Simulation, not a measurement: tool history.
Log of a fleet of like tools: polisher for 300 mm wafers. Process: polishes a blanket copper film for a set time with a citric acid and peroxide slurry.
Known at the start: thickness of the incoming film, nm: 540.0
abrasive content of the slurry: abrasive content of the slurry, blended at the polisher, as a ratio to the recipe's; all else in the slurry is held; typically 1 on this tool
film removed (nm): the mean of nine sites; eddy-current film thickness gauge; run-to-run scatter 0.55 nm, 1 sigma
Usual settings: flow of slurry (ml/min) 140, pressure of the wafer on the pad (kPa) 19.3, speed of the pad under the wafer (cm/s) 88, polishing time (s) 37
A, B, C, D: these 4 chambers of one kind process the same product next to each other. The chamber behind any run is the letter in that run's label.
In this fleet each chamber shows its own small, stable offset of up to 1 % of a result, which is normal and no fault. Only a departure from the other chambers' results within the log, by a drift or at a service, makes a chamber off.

| run | hour | flow of slurry (ml/min) | pressure of the wafer on the pad (kPa) | speed of the pad under the wafer (cm/s) | abrasive content of the slurry | polishing time (s) | wafers polished on this pad | hours since the slurry nozzle was cleaned | hours since the head pressure was calibrated | hours since the slurry blender was calibrated | film removed (nm) |
|---|---|---|---|---|---|---|---|---|---|---|---|
|  | 1.1 | chamber A: worn pad replaced by a new one |
| 1D | 5.7 | 140 | 19.3 | 88 | 1 | 37 | 939 | 348.1 | 243.1 | 29.4 | 67.863 |
| 2B | 10 | 140 | 19.3 | 88 | 1 | 37 | 237 | 527.7 | 197.7 | 11 | 69.531 |
|  | 12.7 | chamber A: head pressure recalibrated |
| 3C | 15.1 | 140 | 19.3 | 88 | 1 | 37 | 892 | 446.4 | 74 | 125.5 | 68.838 |
| 4A | 18.7 | 140 | 19.3 | 88 | 1 | 37 | 122 | 262.4 | 6.1 | 95.7 | 68.035 |
| 5A | 23 | 140 | 19.3 | 88 | 1 | 37 | 152 | 266.7 | 10.4 | 100 | 67.563 |
| 6B | 29.6 | 140 | 19.3 | 88 | 1 | 37 | 373 | 547.3 | 217.3 | 30.6 | 69.555 |
|  | 30.3 | chamber D: slurry nozzle cleaned |
| 7C | 34.7 | 140 | 19.3 | 88 | 1 | 37 | 1029 | 466 | 93.6 | 145.1 | 69.47 |
| 8D | 38.6 | 140 | 19.3 | 88 | 1 | 25 | 1168 | 8.4 | 276 | 62.3 | 45.827 |
| 9B | 43.5 | 140 | 19.3 | 88 | 1 | 25 | 470 | 561.2 | 231.2 | 44.5 | 47.077 |
| 10A | 48.6 | 140 | 19.3 | 88 | 1 | 25 | 330 | 292.3 | 36 | 125.6 | 46.076 |
| 11C | 52.8 | 140 | 19.3 | 88 | 1 | 25 | 1154 | 484.1 | 111.7 | 163.2 | 47.124 |
|  | 58 | chamber C: slurry nozzle cleaned |
| 12D | 58 | 140 | 19.3 | 88 | 1 | 37 | 1303 | 27.8 | 295.4 | 81.7 | 66.793 |
| 13C | 63.8 | 140 | 19.3 | 88 | 1 | 37 | 1231 | 5.9 | 122.7 | 174.2 | 68.756 |
|  | 66.1 | chamber D: worn pad replaced by a new one |
| 14D | 67.9 | 140 | 19.3 | 88 | 1 | 37 | 12 | 37.7 | 305.3 | 91.6 | 66.575 |
| 15B | 71.6 | 140 | 19.3 | 88 | 1 | 37 | 665 | 589.3 | 259.3 | 72.6 | 69.361 |
| 16A | 77.8 | 140 | 19.3 | 88 | 1 | 37 | 533 | 321.5 | 65.2 | 154.8 | 68.646 |
|  | 79.3 | chamber C: worn pad replaced by a new one |
| 17A | 81.2 | 140 | 19.3 | 88 | 1 | 37 | 556 | 324.9 | 68.6 | 158.2 | 67.742 |
|  | 81.4 | chamber B: worn pad replaced by a new one |
| 18D | 84.9 | 140 | 19.3 | 88 | 1 | 37 | 130 | 54.7 | 322.3 | 108.6 | 66.826 |
|  | 90.1 | chamber A: worn pad replaced by a new one |
| 19C | 90.3 | 140 | 19.3 | 88 | 1 | 37 | 76 | 32.4 | 149.2 | 200.7 | 68.951 |
| 20B | 94.2 | 140 | 19.3 | 88 | 1 | 37 | 89 | 611.9 | 281.9 | 95.2 | 69.127 |
| 21B | 98 | 140 | 19.3 | 88 | 1 | 37 | 115 | 615.7 | 285.7 | 99 | 67.953 |
| 22D | 104.2 | 140 | 19.3 | 88 | 1 | 37 | 264 | 74 | 341.6 | 127.9 | 65.777 |
| 23A | 110.7 | 140 | 19.3 | 88 | 1 | 37 | 143 | 354.4 | 98.1 | 187.7 | 68.355 |
| 24C | 114.2 | 140 | 19.3 | 88 | 1 | 37 | 242 | 56.3 | 173.1 | 224.6 | 69.2 |
| 25D | 119.2 | 140 | 19.3 | 88 | 1 | 37 | 368 | 89 | 356.6 | 142.9 | 65.986 |
| 26B | 123.1 | 140 | 19.3 | 88 | 1 | 37 | 289 | 640.8 | 310.8 | 124.1 | 68.946 |
| 27C | 129.6 | 140 | 19.3 | 88 | 1 | 37 | 349 | 71.7 | 188.5 | 240 | 68.934 |
| 28A | 135 | 140 | 19.3 | 88 | 1 | 37 | 312 | 378.7 | 122.4 | 212 | 67.499 |
| 29D | 140.1 | 140 | 19.3 | 88 | 1 | 37 | 514 | 109.9 | 377.5 | 163.8 | 65.032 |
| 30C | 144.3 | 140 | 19.3 | 88 | 1 | 37 | 451 | 86.4 | 203.2 | 254.7 | 68.912 |
| 31B | 150.7 | 140 | 19.3 | 88 | 1 | 37 | 481 | 668.4 | 338.4 | 151.7 | 70.477 |
| 32A | 154.8 | 140 | 19.3 | 88 | 1 | 37 | 449 | 398.5 | 142.2 | 231.8 | 67.856 |

Next, every chamber runs the same settings. What will each give?
| 33A | 159.7 | 160 | 19.3 | 88 | 1 | 37 |  |  |  |  | ? |
| 33B | 159.7 | 160 | 19.3 | 88 | 1 | 37 |  |  |  |  | ? |
| 33C | 159.7 | 160 | 19.3 | 88 | 1 | 37 |  |  |  |  | ? |
| 33D | 159.7 | 160 | 19.3 | 88 | 1 | 37 |  |  |  |  | ? |

| run | film removed (nm) |
|---|---|
| 33A | 69.47 |
| 33B | 70.744 |
| 33C | 71.001 |
| 33D | 64.899 |
